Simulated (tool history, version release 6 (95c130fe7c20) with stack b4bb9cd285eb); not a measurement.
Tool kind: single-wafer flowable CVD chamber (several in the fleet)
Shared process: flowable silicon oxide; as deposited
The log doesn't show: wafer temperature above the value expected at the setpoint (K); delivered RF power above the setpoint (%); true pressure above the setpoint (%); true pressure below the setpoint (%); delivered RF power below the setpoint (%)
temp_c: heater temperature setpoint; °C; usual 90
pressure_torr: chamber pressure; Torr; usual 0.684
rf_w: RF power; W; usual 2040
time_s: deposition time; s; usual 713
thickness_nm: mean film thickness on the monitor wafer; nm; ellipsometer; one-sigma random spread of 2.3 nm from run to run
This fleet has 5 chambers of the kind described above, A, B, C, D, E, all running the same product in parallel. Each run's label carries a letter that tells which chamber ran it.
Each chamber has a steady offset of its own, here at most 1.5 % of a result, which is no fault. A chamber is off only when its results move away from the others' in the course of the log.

run,day,temp_c,pressure_torr,rf_w,time_s,hours since the last thermocouple change,hours since the last RF generator calibration,hours since the last manometer calibration,"read-back reference wafer on the same gauge, thickness_nm",thickness_nm
1C,0.192,90,0.684,2040,713,1288.8,1851.5,380.1,399.37,494.08
2A,0.408,90,0.684,2040,713,1403.1,586.2,641.2,399.33,483.2
3E,0.525,90,0.684,2040,713,2191.4,564.8,638.3,399.24,491.82
4D,0.667,90,0.684,2040,713,324.7,1670,255.7,399.26,495.41
5B,0.796,90,0.684,2040,713,1135.1,619.7,1285.2,398.64,493.06
6C,1.012,90,0.684,2040,713,1308.5,1871.2,399.8,398.97,492.76
7D,1.208,90,0.684,2040,713,337.7,1683,268.7,398.53,497.74
8B,1.388,90,0.684,2040,713,1149.3,633.9,1299.4,398.83,499.15
9E,1.633,90,0.684,2040,713,2218,591.4,664.9,399.38,490
10A,1.758,90,0.684,2040,713,1435.5,618.6,673.6,398.95,481.68
11A,1.971,90,0.684,2040,713,1440.6,623.7,678.7,398.81,483.17
12E,2.142,90,0.684,2040,713,2230.2,603.6,677.1,399.08,489.1
13D,2.358,90,0.684,2040,713,365.3,1710.6,296.3,398.87,494.27
14C,2.521,90,0.684,2040,713,1344.7,1907.4,436,399.31,493.23
15B,2.75,90,0.684,2040,713,1182,666.6,1332.1,398.91,489.97
16E,2.979,90,0.684,2040,713,2250.3,623.7,697.2,398.97,488.03
17A,3.192,90,0.684,2040,713,1469.9,653,708,399.03,488.97
# day 3.362: chamber C: RF generator calibrated
18C,3.367,100,0.763,2040,713,1365,0.1,456.3,398.79,412.67
19D,3.558,100,0.763,2040,713,394.1,1739.4,325.1,399.02,407.78
20B,3.754,100,0.763,2040,713,1206.1,690.7,1356.2,399.08,404.02
21D,3.888,100,0.763,2040,713,402,1747.3,333,398.71,411.59
22C,4.092,100,0.763,2040,713,1382.4,17.5,473.7,398.78,409.58
23E,4.283,90,0.684,2040,713,2281.6,655,728.5,399.06,491.82
24A,4.496,90,0.684,2040,713,1501.2,684.3,739.3,398.83,483.86
25B,4.7,77,0.684,2040,713,1228.8,713.4,1378.9,399.58,707.58
26D,4.875,77,0.684,2040,713,425.7,1771,356.7,399.24,717.13
27A,4.996,77,0.684,2040,713,1513.2,696.3,751.3,398.66,703.32
28C,5.129,77,0.684,2040,713,1407.3,42.4,498.6,399.36,723.37
29E,5.358,77,0.684,2040,713,2307.4,680.8,754.3,399.11,712.42
30B,5.575,84,0.684,1820,713,1249.8,734.4,1399.9,399.14,560.89
31E,5.804,84,0.684,1820,713,2318.1,691.5,765,398.91,571.67
32B,5.971,84,0.684,1820,713,1259.3,743.9,1409.4,399.31,558.23
33C,6.196,84,0.684,1820,713,1432.9,68,524.2,398.66,574.19
34A,6.312,84,0.684,1820,713,1544.8,727.9,782.9,398.98,563.84
35D,6.462,90,0.684,2040,713,463.8,1809.1,394.8,399.43,494.67
36C,6.671,90,0.684,2040,713,1444.3,79.4,535.6,399.05,497.68
37B,6.917,90,0.684,2040,713,1282,766.6,1432.1,399.27,474.72
38A,7.125,90,0.684,2040,713,1564.3,747.4,802.4,399.01,482.61

What goes on in this fleet: one chamber off, a drifting gauge, or nothing beyond the chambers' own small offsets? Name the chamber and the cause, if any.

Little by little, chamber B moves away from the other chambers.
Cause: wafer temperature above the value expected at the setpoint (K) = 1.45.
The log may not separate it from: true pressure below the setpoint (%).

Here are 4 candidates for chamber B's next run, each the usual settings with a change, their results left as question marks. Which one brings its results back in line with what the others give on the usual settings?
A result is in line if it is within this distance of the other chambers' mean on the usual settings: thickness_nm 8 nm
39B-1,7.3,90,0.684,2040,704,,,,,?
39B-2,7.3,90,0.663,2035,713,,,,,?
39B-3,7.3,90,0.69,2040,713,,,,,?
39B-4,7.3,89,0.684,2040,717,,,,,?

Average result of the remaining chambers running the usual settings: thickness_nm 490.97 nm
run,thickness_nm
39B-1,463.55
39B-2,449.84
39B-3,475.07
39B-4,488.55
With 39B-4, the chamber falls back in line with the rest.
